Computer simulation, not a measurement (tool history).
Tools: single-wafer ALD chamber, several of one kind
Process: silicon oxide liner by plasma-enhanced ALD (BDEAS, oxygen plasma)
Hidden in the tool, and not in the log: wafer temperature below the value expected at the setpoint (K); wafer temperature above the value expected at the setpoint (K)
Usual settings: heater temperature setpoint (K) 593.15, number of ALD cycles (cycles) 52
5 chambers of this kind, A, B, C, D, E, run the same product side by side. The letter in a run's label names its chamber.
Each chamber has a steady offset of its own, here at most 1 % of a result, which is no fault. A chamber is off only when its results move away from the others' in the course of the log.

run,hour,heater temperature setpoint (K),number of ALD cycles (cycles),hours since the last thermocouple change,"read-back reference wafer on the same gauge, thickness_nm",mean film thickness on the monitor wafer (Å)
1B,8.8,593.15,52,638.2,3.7715,47.247
2D,15.8,593.15,52,1524.4,3.7719,47.280
3C,26.3,593.15,52,967.5,3.7708,47.316
4E,32.8,593.15,52,588.0,3.7729,46.842
5A,40.6,593.15,52,344.7,3.7736,46.795
6C,46.4,593.15,52,987.6,3.7723,47.256
7D,58.4,593.15,62,1567.0,3.7731,56.323
8A,64.7,593.15,62,368.8,3.7740,55.692
9B,76.9,593.15,62,706.3,3.7748,56.266
10E,87.0,593.15,62,642.2,3.7753,55.876
11A,96.7,593.15,62,400.8,3.7762,55.742
12E,109.7,593.15,52,664.9,3.7774,46.915
13B,120.6,593.15,52,750.0,3.7787,47.211
14D,127.9,593.15,52,1636.5,3.7795,47.334
15C,139.2,593.15,52,1080.4,3.7792,47.390
16A,152.1,593.15,52,456.2,3.7799,46.877
17C,163.5,580.15,57,1104.7,3.7816,52.845
18D,170.5,580.15,57,1679.1,3.7811,52.901
# hour 177.2: chamber B: thermocouple changed; heater temperature recalibrated
19E,183.2,580.15,57,738.4,3.7833,52.491
20B,193.1,580.15,57,15.9,3.7828,52.778
21D,202.0,580.15,57,1710.6,3.7833,52.915
22A,211.8,593.15,52,515.9,3.7834,46.875
23B,219.8,593.15,52,42.6,3.7852,47.255
24C,226.2,593.15,52,1167.4,3.7853,47.392
25E,233.3,593.15,52,788.5,3.7864,47.014
26B,243.9,593.15,52,66.7,3.7848,47.268
27A,256.1,593.15,52,560.2,3.7879,47.013
28C,264.2,593.15,43,1205.4,3.7869,39.243
29D,275.8,593.15,43,1784.4,3.7870,39.222
30E,286.0,593.15,43,841.2,3.7895,39.023
31C,298.7,593.15,43,1239.9,3.7895,39.238
32A,309.2,593.15,43,613.3,3.7895,38.855
33E,319.6,593.15,52,874.8,3.7900,47.005
34B,329.2,593.15,52,152.0,3.7913,47.437
35D,340.7,593.15,52,1849.3,3.7923,47.566

All 5 chambers run these settings next. Forecast each chamber's results:
36A,350.0,593.15,48,,,?
36B,350.0,593.15,48,,,?
36C,350.0,593.15,48,,,?
36D,350.0,593.15,48,,,?
36E,350.0,593.15,48,,,?

run,mean film thickness on the monitor wafer (Å)
36A,43.288
36B,43.878
36C,43.889
36D,44.001
36E,43.487
